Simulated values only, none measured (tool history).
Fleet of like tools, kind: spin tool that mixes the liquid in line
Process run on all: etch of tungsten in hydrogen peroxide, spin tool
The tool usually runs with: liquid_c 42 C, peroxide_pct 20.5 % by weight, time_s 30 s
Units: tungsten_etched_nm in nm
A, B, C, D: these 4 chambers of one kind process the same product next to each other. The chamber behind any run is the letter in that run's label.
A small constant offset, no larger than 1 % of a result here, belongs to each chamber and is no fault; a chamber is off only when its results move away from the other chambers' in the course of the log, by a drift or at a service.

run	day	liquid_c	peroxide_pct	time_s	read-back film thickness of the tungsten reference wafer, read on the same gauge (nm)	tungsten_etched_nm
1C	0.379	42	20.5	30	89.987	51.591
2A	0.758	42	20.5	30	89.987	52.043
3D	1.012	42	20.5	30	89.994	51.635
4B	1.421	42	20.5	30	89.998	51.012
5A	1.683	42	20.5	30	90.028	51.431
6C	1.962	42	20.5	30	89.992	51.645
7D	2.179	42	20.5	30	90.011	51.202
8B	2.504	42	20.5	30	89.995	51.715
9D	2.688	42	20.5	30	90.009	51.319
10C	2.875	42	20.5	30	89.989	51.6
11A	3.204	42	20.5	40	89.99	68.876
12B	3.504	42	20.5	40	90.009	67.894
13A	3.792	42	20.5	40	90.006	68.981
14D	4.171	42	20.5	40	90.01	68.445
15C	4.425	42	20.5	30	90.01	51.692
16B	4.725	42	20.5	30	89.979	50.542
17C	5.025	42	20.5	30	89.994	51.326
18A	5.271	34.5	23.5	30	89.998	33.954
19B	5.5	34.5	23.5	30	89.99	32.977
20D	5.721	34.5	23.5	30	90.029	33.701
21B	6.038	34.5	23.5	30	90.007	32.614
22C	6.346	42	20.5	30	89.986	51.55
23D	6.579	42	20.5	30	90.004	51.193
# day 6.746: chamber A: peroxide flow meter replaced
24A	6.771	42	20.5	30	89.985	51.244
25D	7.108	42	20.5	30	90.013	51.638
26C	7.417	42	20.5	30	89.964	51.313
# day 7.471: chamber C: heated supply line repaired
27A	7.788	47.5	20.5	30	90.012	74.283
28B	8.1	47.5	20.5	30	90.008	70.213
29B	8.362	47.5	20.5	30	90.012	69.863
30A	8.729	47.5	20.5	30	90.016	73.135
31C	8.983	42	20.5	30	89.999	51.425
32D	9.162	42	20.5	30	90.043	51.045
33A	9.571	42	20.5	30	90.01	51.616
34D	9.883	42	20.5	30	89.999	51.095
35C	10.217	42	20.5	30	89.998	51.709
36B	10.508	42	20.5	30	89.989	49.041
37A	10.854	42	20.5	30	90.024	52.203
38B	11.158	42	20.5	30	89.997	48.957
39D	11.571	42	20.5	30	90.017	51.269
40C	11.946	42	20.5	30	89.998	51.665
41B	12.262	32.5	20.5	50	90.015	42.766
42D	12.558	32.5	20.5	50	90.043	45.788

The same settings go to every chamber for the next run, one line per chamber below. Forecast the results for each:
43A	12.854	42	20.5	35		?
43B	12.854	42	20.5	35		?
43C	12.854	42	20.5	35		?
43D	12.854	42	20.5	35		?

run	tungsten_etched_nm
43A	59.919
43B	56.906
43C	59.663
43D	60.034
